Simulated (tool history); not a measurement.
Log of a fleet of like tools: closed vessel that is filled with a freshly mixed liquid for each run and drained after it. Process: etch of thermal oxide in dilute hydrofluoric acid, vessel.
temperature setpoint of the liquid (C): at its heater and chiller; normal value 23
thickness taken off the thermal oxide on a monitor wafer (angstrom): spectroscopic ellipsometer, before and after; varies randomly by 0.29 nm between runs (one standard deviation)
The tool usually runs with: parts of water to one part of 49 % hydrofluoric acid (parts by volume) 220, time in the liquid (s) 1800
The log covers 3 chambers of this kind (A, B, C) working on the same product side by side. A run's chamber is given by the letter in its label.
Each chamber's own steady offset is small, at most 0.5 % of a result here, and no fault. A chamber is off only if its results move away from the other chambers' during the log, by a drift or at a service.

| run | hour | temperature setpoint of the liquid (C) | parts of water to one part of 49 % hydrofluoric acid (parts by volume) | time in the liquid (s) | read-back film thickness of the thermal oxide reference wafer, read on the same gauge (nm) | thickness taken off the thermal oxide on a monitor wafer (angstrom) |
|---|---|---|---|---|---|---|
| 1C | 5.9 | 23 | 220 | 1800 | 139.97 | 350.85 |
| 2A | 12.8 | 23 | 220 | 1800 | 139.98 | 352.94 |
| 3B | 19.4 | 23 | 220 | 1800 | 139.99 | 349.41 |
| 4B | 23.7 | 23 | 220 | 1800 | 139.97 | 340.84 |
| 5A | 28.9 | 23 | 220 | 1800 | 140.02 | 341.86 |
|  | 29.5 | chamber B: hydrofluoric acid flow meter replaced |
| 6C | 33.9 | 23 | 220 | 1800 | 139.94 | 348.73 |
| 7B | 41.5 | 23 | 220 | 1800 | 140.02 | 344.36 |
| 8C | 46.3 | 23 | 220 | 1800 | 140.02 | 349.71 |
| 9A | 51.8 | 23 | 220 | 1800 | 139.97 | 348.76 |
| 10B | 56.9 | 23 | 220 | 1800 | 140 | 347.48 |
| 11A | 61.2 | 23 | 220 | 1800 | 139.99 | 347.64 |
| 12C | 68.3 | 23 | 220 | 1800 | 140.02 | 346.98 |
| 13B | 73.9 | 23 | 220 | 1800 | 139.96 | 348.12 |
| 14A | 82.2 | 23 | 220 | 1800 | 140.02 | 355.31 |
| 15C | 87.6 | 23 | 220 | 1800 | 140.03 | 351.97 |
| 16C | 94 | 23 | 220 | 1800 | 140.06 | 350.45 |
| 17B | 98.2 | 23 | 220 | 1800 | 139.99 | 354.37 |
| 18A | 103.9 | 23 | 220 | 1800 | 140.04 | 357.93 |
| 19C | 109.8 | 23 | 220 | 1800 | 140.01 | 351.9 |
| 20B | 114.8 | 23 | 220 | 1800 | 140.01 | 351.04 |
| 21A | 121.7 | 26.5 | 220 | 1800 | 140 | 405.36 |
| 22A | 128.6 | 26.5 | 220 | 1800 | 140.03 | 411.38 |
| 23C | 133.6 | 26.5 | 220 | 1800 | 139.99 | 401.72 |
| 24B | 142.4 | 23 | 220 | 1800 | 139.97 | 348.46 |
| 25C | 147 | 23 | 220 | 1800 | 140 | 351.51 |

Predict what each chamber gives when all 3 of them run the settings below next.
| 26A | 153.3 | 23 | 220 | 1800 |  | ? |
| 26B | 153.3 | 23 | 220 | 1800 |  | ? |
| 26C | 153.3 | 23 | 220 | 1800 |  | ? |

| run | thickness taken off the thermal oxide on a monitor wafer (angstrom) |
|---|---|
| 26A | 368.27 |
| 26B | 345.6 |
| 26C | 351.53 |
